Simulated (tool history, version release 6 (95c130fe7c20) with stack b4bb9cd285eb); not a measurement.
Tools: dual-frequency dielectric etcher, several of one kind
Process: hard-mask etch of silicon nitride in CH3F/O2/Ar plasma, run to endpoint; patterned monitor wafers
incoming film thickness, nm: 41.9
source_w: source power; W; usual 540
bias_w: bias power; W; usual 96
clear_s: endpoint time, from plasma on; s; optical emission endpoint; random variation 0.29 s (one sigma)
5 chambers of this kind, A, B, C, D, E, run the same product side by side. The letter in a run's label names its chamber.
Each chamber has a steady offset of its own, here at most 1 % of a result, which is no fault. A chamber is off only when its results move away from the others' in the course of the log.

run,hour,source_w,bias_w,hours since the last wet clean,hours since the last source power generator calibration,hours since the last bias power generator calibration,clear_s
1D,6.6,540,96,114.6,1408.9,1100.5,48.916
2B,13.4,540,96,130.7,130.6,1522.4,48.786
3A,20.7,540,96,324.9,461.9,2582.2,49.82
4C,26.8,540,96,129.3,2915.1,1750.3,48.991
5E,33.1,540,96,704.7,3078.6,963.8,48.966
6C,38.4,540,96,140.9,2926.7,1761.9,49.129
7D,42.4,460,96,150.4,1444.7,1136.3,51.531
8B,47.2,460,96,164.5,164.4,1556.2,52.363
# hour 47.9: chamber E: wet clean of the chamber
9A,51.3,460,96,355.5,492.5,2612.8,52.055
10E,56.9,460,96,9.1,3102.4,987.6,51.696
11A,61.6,460,96,365.8,502.8,2623.1,51.993
12E,67.7,540,96,19.9,3113.2,998.4,48.76
13C,71.7,540,96,174.2,2960,1795.2,48.858
14B,75.7,540,96,193,192.9,1584.7,48.817
15D,81.6,540,110,189.6,1483.9,1175.5,47.113
16E,87.8,540,110,40,3133.3,1018.5,45.953
17D,92.4,540,110,200.4,1494.7,1186.3,47.53
# hour 93.8: chamber C: bias power generator calibrated
# hour 97.2: chamber A: wet clean of the chamber
18A,98.4,540,110,1.3,539.6,2659.9,46.6
19B,105.6,540,110,222.9,222.8,1614.6,45.392
20C,111.8,540,96,214.3,3000.1,18,48.564
21E,115.3,540,96,67.5,3160.8,1046,48.679
22A,118.6,540,118,21.5,559.8,2680.1,45.588
23B,122.5,540,118,239.8,239.7,1631.5,44.988
24D,129.5,540,118,237.5,1531.8,1223.4,47.071
25C,135.1,540,118,237.6,3023.4,41.3,45.944
26A,139.9,540,118,42.8,581.1,2701.4,45.524
27E,146.8,540,96,99,3192.3,1077.5,48.654
28D,151,540,96,259,1553.3,1244.9,50.755
29B,155.5,540,96,272.8,272.7,1664.5,48.425
30C,159.4,540,96,261.9,3047.7,65.6,49.139
31B,164,540,96,281.3,281.2,1673,48.683

Is one chamber off against the others, does the gauge drift, or is nothing wrong? If a chamber is off, say which, and what the likeliest cause is.

Chamber D drifts away from the others.
Cause: etch rate under this chamber's usual, % = 5.08.

Here are 4 candidates for chamber D's next run, each the usual settings with a change, their results left as question marks. Which one brings its results back in line with what the others give on the usual settings?
In line means no further than this from the other chambers' mean on the usual settings: clear_s 1 s
32D-1,169.3,550,96,,,,?
32D-2,169.3,530,95,,,,?
32D-3,169.3,500,90,,,,?
32D-4,169.3,580,102,,,,?

The other chambers' mean on the usual settings: clear_s 48.839 s
run,clear_s
32D-1,50.854
32D-2,51.753
32D-3,53.908
32D-4,48.797
32D-4 brings the chamber back in line.
